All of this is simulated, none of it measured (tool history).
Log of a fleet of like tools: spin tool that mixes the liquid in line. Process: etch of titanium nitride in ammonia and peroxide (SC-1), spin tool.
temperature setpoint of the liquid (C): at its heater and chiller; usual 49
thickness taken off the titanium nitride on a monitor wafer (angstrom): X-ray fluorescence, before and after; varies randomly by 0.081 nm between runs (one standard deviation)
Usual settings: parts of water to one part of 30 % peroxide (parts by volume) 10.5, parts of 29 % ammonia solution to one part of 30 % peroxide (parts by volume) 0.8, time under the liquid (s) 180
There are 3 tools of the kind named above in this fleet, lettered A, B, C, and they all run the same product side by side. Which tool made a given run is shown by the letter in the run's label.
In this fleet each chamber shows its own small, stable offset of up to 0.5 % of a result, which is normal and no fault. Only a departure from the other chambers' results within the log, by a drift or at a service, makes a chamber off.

| run | day | temperature setpoint of the liquid (C) | parts of water to one part of 30 % peroxide (parts by volume) | parts of 29 % ammonia solution to one part of 30 % peroxide (parts by volume) | time under the liquid (s) | hours since the thermometer was replaced | hours since the ammonia flow meter was replaced | hours since the heated supply line was repaired | hours since the drum of ammonia solution was connected | read-back film thickness of the titanium nitride reference wafer, read on the same gauge (nm) | thickness taken off the titanium nitride on a monitor wafer (angstrom) |
|---|---|---|---|---|---|---|---|---|---|---|---|
| 1C | 0.467 | 49 | 10.5 | 0.8 | 180 | 755.5 | 1184.8 | 2550.8 | 276.4 | 139.99 | 121.99 |
| 2B | 0.892 | 49 | 10.5 | 0.8 | 180 | 988.8 | 1909.3 | 938.8 | 446.1 | 140.04 | 122.09 |
| 3A | 1.5 | 49 | 10.5 | 0.8 | 180 | 941.8 | 954.6 | 2240.6 | 44.7 | 139.99 | 122.41 |
| 4C | 2.108 | 49 | 10.5 | 0.8 | 180 | 794.9 | 1224.2 | 2590.2 | 315.8 | 139.99 | 122.71 |
| 5B | 2.567 | 49 | 10.5 | 0.8 | 180 | 1029 | 1949.5 | 979 | 486.3 | 140.01 | 122.37 |
| 6A | 2.908 | 49 | 10.5 | 0.8 | 180 | 975.6 | 988.4 | 2274.4 | 78.5 | 140.01 | 121.59 |
| 7B | 3.246 | 49 | 10.5 | 0.8 | 180 | 1045.3 | 1965.8 | 995.3 | 502.6 | 140.01 | 122.56 |
| 8C | 3.821 | 49 | 10.5 | 0.8 | 180 | 836 | 1265.3 | 2631.3 | 356.9 | 139.97 | 121.25 |
| 9A | 4.112 | 49 | 10.5 | 0.8 | 180 | 1004.5 | 1017.3 | 2303.3 | 107.4 | 139.99 | 123.69 |
| 10C | 4.667 | 49 | 10.5 | 0.8 | 180 | 856.3 | 1285.6 | 2651.6 | 377.2 | 140.01 | 121.87 |
| 11B | 4.938 | 49 | 10.5 | 0.8 | 180 | 1085.9 | 2006.4 | 1035.9 | 543.2 | 140 | 122.74 |
| 12A | 5.392 | 49 | 10.5 | 0.8 | 180 | 1035.2 | 1048 | 2334 | 138.1 | 139.99 | 122.3 |
| 13A | 5.779 | 49 | 10.5 | 0.8 | 180 | 1044.5 | 1057.3 | 2343.3 | 147.4 | 140.01 | 122.67 |
| 14B | 6.371 | 49 | 10.5 | 0.8 | 180 | 1120.3 | 2040.8 | 1070.3 | 577.6 | 140 | 124.27 |
| 15C | 6.896 | 49 | 10.5 | 0.8 | 180 | 909.8 | 1339.1 | 2705.1 | 430.7 | 139.98 | 123.24 |
| 16A | 7.242 | 49 | 10.5 | 0.8 | 180 | 1079.6 | 1092.4 | 2378.4 | 182.5 | 140.01 | 122.79 |
| 17B | 7.85 | 49 | 10.5 | 0.8 | 180 | 1155.8 | 2076.3 | 1105.8 | 613.1 | 139.99 | 123.41 |
| 18C | 8.454 | 49 | 10.5 | 0.8 | 180 | 947.2 | 1376.5 | 2742.5 | 468.1 | 139.99 | 122.86 |
| 19A | 8.921 | 49 | 10.5 | 0.95 | 245 | 1119.9 | 1132.7 | 2418.7 | 222.8 | 140.01 | 172.57 |
| 20C | 9.312 | 49 | 10.5 | 0.95 | 245 | 967.8 | 1397.1 | 2763.1 | 488.7 | 139.96 | 172.35 |

All chambers now run identical settings, listed one chamber a line with results as question marks. What results will each chamber show?
| 21A | 9.762 | 55.5 | 10.5 | 0.8 | 180 |  |  |  |  |  | ? |
| 21B | 9.762 | 55.5 | 10.5 | 0.8 | 180 |  |  |  |  |  | ? |
| 21C | 9.762 | 55.5 | 10.5 | 0.8 | 180 |  |  |  |  |  | ? |

| run | thickness taken off the titanium nitride on a monitor wafer (angstrom) |
|---|---|
| 21A | 194.25 |
| 21B | 190.62 |
| 21C | 189.65 |

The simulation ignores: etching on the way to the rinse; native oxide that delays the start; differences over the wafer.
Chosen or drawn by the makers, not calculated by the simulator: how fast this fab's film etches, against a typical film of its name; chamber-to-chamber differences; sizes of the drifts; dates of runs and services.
